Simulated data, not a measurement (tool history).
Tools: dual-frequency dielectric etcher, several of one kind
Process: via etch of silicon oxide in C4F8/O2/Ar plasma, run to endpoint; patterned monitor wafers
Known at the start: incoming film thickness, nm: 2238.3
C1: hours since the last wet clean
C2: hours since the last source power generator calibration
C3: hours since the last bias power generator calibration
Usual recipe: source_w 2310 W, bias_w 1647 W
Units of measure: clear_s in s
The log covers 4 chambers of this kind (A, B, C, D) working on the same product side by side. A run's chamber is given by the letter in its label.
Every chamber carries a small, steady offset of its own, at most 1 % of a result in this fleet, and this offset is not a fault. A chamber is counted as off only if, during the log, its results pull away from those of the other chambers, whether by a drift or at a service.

{"run": "1D", "hour": 11.3, "source_w": 2310, "bias_w": 1647, "C1": 171.9, "C2": 1616.5, "C3": 1515.5, "clear_s": 436.41}
{"run": "2A", "hour": 16.8, "source_w": 2310, "bias_w": 1647, "C1": 118.0, "C2": 28.3, "C3": 1364.3, "clear_s": 443.11}
{"run": "3C", "hour": 26.8, "source_w": 2310, "bias_w": 1647, "C1": 446.2, "C2": 2001.4, "C3": 2975.8, "clear_s": 437.23}
{"run": "4B", "hour": 33.8, "source_w": 2310, "bias_w": 1647, "C1": 253.5, "C2": 1288.3, "C3": 1281.5, "clear_s": 444.26}
{"hour": 42.3, "done": "chamber C: wet clean of the chamber"}
{"run": "5C", "hour": 44.4, "source_w": 2310, "bias_w": 1441, "C1": 2.2, "C2": 2019.0, "C3": 2993.4, "clear_s": 457.7}
{"run": "6A", "hour": 49.8, "source_w": 2310, "bias_w": 1441, "C1": 151.0, "C2": 61.3, "C3": 1397.3, "clear_s": 449.56}
{"run": "7B", "hour": 59.8, "source_w": 2310, "bias_w": 1441, "C1": 279.5, "C2": 1314.3, "C3": 1307.5, "clear_s": 460.86}
{"run": "8D", "hour": 71.4, "source_w": 2310, "bias_w": 1441, "C1": 232.0, "C2": 1676.6, "C3": 1575.6, "clear_s": 452.99}
{"run": "9C", "hour": 80.2, "source_w": 2310, "bias_w": 1647, "C1": 38.0, "C2": 2054.8, "C3": 3029.2, "clear_s": 434.38}
{"run": "10A", "hour": 91.4, "source_w": 2310, "bias_w": 1647, "C1": 192.6, "C2": 102.9, "C3": 1438.9, "clear_s": 435.97}
{"run": "11D", "hour": 96.9, "source_w": 2310, "bias_w": 1647, "C1": 257.5, "C2": 1702.1, "C3": 1601.1, "clear_s": 439.45}
{"run": "12B", "hour": 102.4, "source_w": 2310, "bias_w": 1647, "C1": 322.1, "C2": 1356.9, "C3": 1350.1, "clear_s": 445.31}
{"run": "13B", "hour": 110.7, "source_w": 2800, "bias_w": 1647, "C1": 330.4, "C2": 1365.2, "C3": 1358.4, "clear_s": 410.95}
{"run": "14C", "hour": 120.0, "source_w": 2800, "bias_w": 1647, "C1": 77.8, "C2": 2094.6, "C3": 3069.0, "clear_s": 406.5}
{"run": "15A", "hour": 128.1, "source_w": 2800, "bias_w": 1647, "C1": 229.3, "C2": 139.6, "C3": 1475.6, "clear_s": 403.96}
{"run": "16D", "hour": 134.5, "source_w": 2800, "bias_w": 1647, "C1": 295.1, "C2": 1739.7, "C3": 1638.7, "clear_s": 402.4}
{"hour": 138.6, "done": "chamber B: wet clean of the chamber"}
{"run": "17B", "hour": 144.0, "source_w": 2310, "bias_w": 1647, "C1": 5.4, "C2": 1398.5, "C3": 1391.7, "clear_s": 444.9}
{"run": "18D", "hour": 155.3, "source_w": 2310, "bias_w": 1647, "C1": 315.9, "C2": 1760.5, "C3": 1659.5, "clear_s": 437.13}
{"run": "19A", "hour": 165.6, "source_w": 2310, "bias_w": 1647, "C1": 266.8, "C2": 177.1, "C3": 1513.1, "clear_s": 440.19}
{"run": "20C", "hour": 172.6, "source_w": 2310, "bias_w": 1647, "C1": 130.4, "C2": 2147.2, "C3": 3121.6, "clear_s": 435.63}
{"run": "21A", "hour": 180.1, "source_w": 2310, "bias_w": 1647, "C1": 281.3, "C2": 191.6, "C3": 1527.6, "clear_s": 431.38}
{"run": "22D", "hour": 186.7, "source_w": 2310, "bias_w": 1647, "C1": 347.3, "C2": 1791.9, "C3": 1690.9, "clear_s": 429.7}
{"run": "23C", "hour": 195.1, "source_w": 2600, "bias_w": 1647, "C1": 152.9, "C2": 2169.7, "C3": 3144.1, "clear_s": 417.72}
{"run": "24B", "hour": 200.7, "source_w": 2600, "bias_w": 1647, "C1": 62.1, "C2": 1455.2, "C3": 1448.4, "clear_s": 423.26}
{"run": "25D", "hour": 210.1, "source_w": 2600, "bias_w": 1647, "C1": 370.7, "C2": 1815.3, "C3": 1714.3, "clear_s": 415.02}
{"run": "26C", "hour": 218.1, "source_w": 2600, "bias_w": 1647, "C1": 175.9, "C2": 2192.7, "C3": 3167.1, "clear_s": 420.09}
{"run": "27B", "hour": 224.7, "source_w": 2310, "bias_w": 1647, "C1": 86.1, "C2": 1479.2, "C3": 1472.4, "clear_s": 438.65}
{"run": "28A", "hour": 234.3, "source_w": 1950, "bias_w": 1928, "C1": 335.5, "C2": 245.8, "C3": 1581.8, "clear_s": 451.2}
{"hour": 241.7, "done": "chamber D: wet clean of the chamber"}
{"run": "29D", "hour": 242.3, "source_w": 1950, "bias_w": 1928, "C1": 0.6, "C2": 1847.5, "C3": 1746.5, "clear_s": 445.94}
{"run": "30C", "hour": 253.0, "source_w": 1950, "bias_w": 1928, "C1": 210.8, "C2": 2227.6, "C3": 3202.0, "clear_s": 444.85}
{"run": "31A", "hour": 262.2, "source_w": 1950, "bias_w": 1928, "C1": 363.4, "C2": 273.7, "C3": 1609.7, "clear_s": 446.18}
{"run": "32B", "hour": 273.2, "source_w": 2310, "bias_w": 1647, "C1": 134.6, "C2": 1527.7, "C3": 1520.9, "clear_s": 438.67}
{"run": "33D", "hour": 281.0, "source_w": 2310, "bias_w": 1647, "C1": 39.3, "C2": 1886.2, "C3": 1785.2, "clear_s": 432.45}
{"run": "34A", "hour": 288.5, "source_w": 2310, "bias_w": 1647, "C1": 389.7, "C2": 300.0, "C3": 1636.0, "clear_s": 438.63}
{"run": "35C", "hour": 300.0, "source_w": 2070, "bias_w": 1256, "C1": 257.8, "C2": 2274.6, "C3": 3249.0, "clear_s": 490.19}
{"run": "36B", "hour": 311.5, "source_w": 2070, "bias_w": 1256, "C1": 172.9, "C2": 1566.0, "C3": 1559.2, "clear_s": 498.51}
{"run": "37A", "hour": 320.3, "source_w": 2070, "bias_w": 1256, "C1": 421.5, "C2": 331.8, "C3": 1667.8, "clear_s": 489.0}
{"run": "38B", "hour": 328.8, "source_w": 2070, "bias_w": 1256, "C1": 190.2, "C2": 1583.3, "C3": 1576.5, "clear_s": 494.6}
{"run": "39D", "hour": 339.9, "source_w": 2310, "bias_w": 1647, "C1": 98.2, "C2": 1945.1, "C3": 1844.1, "clear_s": 434.19}
{"run": "40C", "hour": 349.9, "source_w": 2310, "bias_w": 1647, "C1": 307.7, "C2": 2324.5, "C3": 3298.9, "clear_s": 443.45}

Predict what each chamber gives when all 4 of them run the settings below next.
{"run": "41A", "hour": 358.2, "source_w": 1830, "bias_w": 1647, "clear_s": "?"}
{"run": "41B", "hour": 358.2, "source_w": 1830, "bias_w": 1647, "clear_s": "?"}
{"run": "41C", "hour": 358.2, "source_w": 1830, "bias_w": 1647, "clear_s": "?"}
{"run": "41D", "hour": 358.2, "source_w": 1830, "bias_w": 1647, "clear_s": "?"}

run=41A clear_s=479.94
run=41B clear_s=487.65
run=41C clear_s=481.94
run=41D clear_s=476.56

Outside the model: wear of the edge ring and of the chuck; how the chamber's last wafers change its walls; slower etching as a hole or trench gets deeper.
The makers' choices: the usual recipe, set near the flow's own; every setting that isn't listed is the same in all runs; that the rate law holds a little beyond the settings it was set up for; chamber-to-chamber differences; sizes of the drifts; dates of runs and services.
